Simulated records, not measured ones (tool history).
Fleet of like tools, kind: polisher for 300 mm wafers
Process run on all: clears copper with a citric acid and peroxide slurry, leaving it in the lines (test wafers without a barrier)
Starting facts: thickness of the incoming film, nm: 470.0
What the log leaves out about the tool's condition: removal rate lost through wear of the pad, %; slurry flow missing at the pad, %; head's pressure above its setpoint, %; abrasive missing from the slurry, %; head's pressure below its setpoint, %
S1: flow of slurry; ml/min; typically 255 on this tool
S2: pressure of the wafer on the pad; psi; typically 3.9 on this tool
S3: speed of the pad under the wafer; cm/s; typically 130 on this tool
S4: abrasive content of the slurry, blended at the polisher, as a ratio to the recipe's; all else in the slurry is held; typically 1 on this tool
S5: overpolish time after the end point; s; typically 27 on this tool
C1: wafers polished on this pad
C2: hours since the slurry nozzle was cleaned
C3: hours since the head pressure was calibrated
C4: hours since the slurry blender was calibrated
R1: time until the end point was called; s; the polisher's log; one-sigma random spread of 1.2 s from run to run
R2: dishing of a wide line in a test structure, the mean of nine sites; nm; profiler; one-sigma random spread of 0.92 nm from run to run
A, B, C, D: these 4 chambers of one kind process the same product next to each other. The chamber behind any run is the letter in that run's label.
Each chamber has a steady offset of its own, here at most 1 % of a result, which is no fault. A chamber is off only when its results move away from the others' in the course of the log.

run	hour	S1	S2	S3	S4	S5	C1	C2	C3	C4	R1	R2
1C	10.1	255	3.9	130	1	27	822	130.7	445.5	180	118.31	53.106
# hour 13.5: chamber D: worn pad replaced by a new one
2A	22.4	255	3.9	130	1	27	254	370.7	107.1	184.7	119.94	53.954
3B	33.4	255	3.9	130	1	27	783	55.4	250.6	166.6	118.27	53.642
# hour 42: chamber C: worn pad replaced by a new one
4D	48.3	255	3.9	130	1	27	312	553.3	1076.6	173	117.71	53.864
5C	64.6	255	3.9	130	1	27	203	185.2	500	234.5	120.77	52.267
# hour 71.8: chamber B: worn pad replaced by a new one
6D	72.2	255	3.9	130	1	27	526	577.2	1100.5	196.9	121.02	52.49
7A	82.3	255	3.9	130	1	27	791	430.6	167	244.6	118.45	52.286
8B	97.8	290	3.9	130	1	27	233	119.8	315	231	116.28	54.95
9B	106.7	290	3.9	130	1	27	313	128.7	323.9	239.9	117.01	54.925
# hour 117.2: chamber A: worn pad replaced by a new one
10C	122.6	290	3.9	130	1	27	723	243.2	558	292.5	119.07	52.918
11D	130.1	290	3.9	130	1	27	1045	635.1	1158.4	254.8	118.37	53.261
# hour 141.9: chamber D: worn pad replaced by a new one
12A	144.6	255	3.9	130	1	27	246	492.9	229.3	306.9	119.96	52.711
# hour 151.9: chamber C: slurry blender recalibrated
# hour 153.8: chamber A: slurry blender recalibrated
13C	155.7	255	3.9	130	1	27	1020	276.3	591.1	3.9	122	51.179
14B	165.1	255	3.9	130	1.2	27	836	187.1	382.3	298.3	114	52.586
15D	178.9	255	3.9	130	1.2	27	332	683.9	1207.2	303.6	117.29	52.804
16A	195.5	255	3.9	130	1.2	27	702	543.8	280.2	41.7	114.18	54.478
# hour 201: chamber C: worn pad replaced by a new one
# hour 201.4: chamber B: worn pad replaced by a new one
17A	206.3	255	3.9	130	1.2	27	799	554.6	291	52.5	113.48	54.866
18D	215.1	255	3.9	130	1	27	656	720.1	1243.4	339.8	117.58	52.725
# hour 216: chamber D: slurry blender recalibrated
# hour 217.9: chamber D: slurry nozzle cleaned
# hour 222.8: chamber D: head pressure recalibrated
19B	229.5	255	3.9	130	1	27	252	251.5	446.7	362.7	117.65	53.214
20C	243.6	255	3.9	130	1	27	382	364.2	679	91.8	124.88	50.299
# hour 246.8: chamber A: worn pad replaced by a new one
# hour 247.2: chamber D: worn pad replaced by a new one
21A	259.7	255	3.9	130	1	27	115	608	344.4	105.9	119.64	51.234
# hour 261.5: chamber C: slurry nozzle cleaned
# hour 269: chamber B: slurry blender recalibrated
22D	270.9	255	3.9	130	1	27	212	53	48.1	54.9	118.7	52.677
23B	281.5	255	3.9	130	1	27	718	303.5	498.7	12.5	118.04	52.358
24C	291	190	4.8	130	1	27	807	29.6	726.4	139.2	107.44	57.466
25B	305.9	190	4.8	130	1	27	937	327.9	523.1	36.9	99.202	58.977
26D	318.4	190	4.8	130	1	27	638	100.5	95.6	102.4	99.751	60.288
27A	326.4	190	4.8	130	1	27	713	674.7	411.1	172.6	100.48	60.542
# hour 328.6: chamber B: worn pad replaced by a new one
28C	334	255	3.9	130	1	27	1193	72.6	769.4	182.2	124.71	50.064
# hour 334.6: chamber B: slurry nozzle cleaned
# hour 339.8: chamber A: slurry nozzle cleaned
# hour 340.6: chamber C: worn pad replaced by a new one
29B	342.2	255	3.9	130	1	27	122	7.6	559.4	73.2	119.93	50.564
# hour 349.8: chamber D: worn pad replaced by a new one
30C	353.5	255	3.9	130	1	27	115	92.1	788.9	201.7	124.29	51.884
# hour 363.6: chamber A: worn pad replaced by a new one
31D	364	255	3.9	130	1	27	127	146.1	141.2	148	119.09	53.511
32A	371.7	255	3.9	130	1	27	73	32	456.4	217.9	118.57	52.957
33D	383.2	255	3.9	130	1	27	300	165.3	160.4	167.2	117.82	55.103
34C	397.2	255	3.9	130	1	27	507	135.8	832.6	245.4	127.26	49.623
35A	411.4	255	3.9	130	1	27	429	71.7	496.1	257.6	118.88	54.32
36B	425.4	255	3.9	130	1	27	868	90.8	642.6	156.4	120.46	52.449
37B	435.2	255	3.9	130	1	27	956	100.6	652.4	166.2	118.3	52.925
38A	447.9	255	3.9	130	1	27	756	108.2	532.6	294.1	117.96	53.289

Next, all 4 chambers run the settings below, one line each with question marks for the results. What does each chamber give?
39A	459.9	255	5.1	130	1	27					?	?
39B	459.9	255	5.1	130	1	27					?	?
39C	459.9	255	5.1	130	1	27					?	?
39D	459.9	255	5.1	130	1	27					?	?

run	R1	R2
39A	92.829	61.108
39B	92.994	62.14
39C	102.31	56.954
39D	92.926	63.341
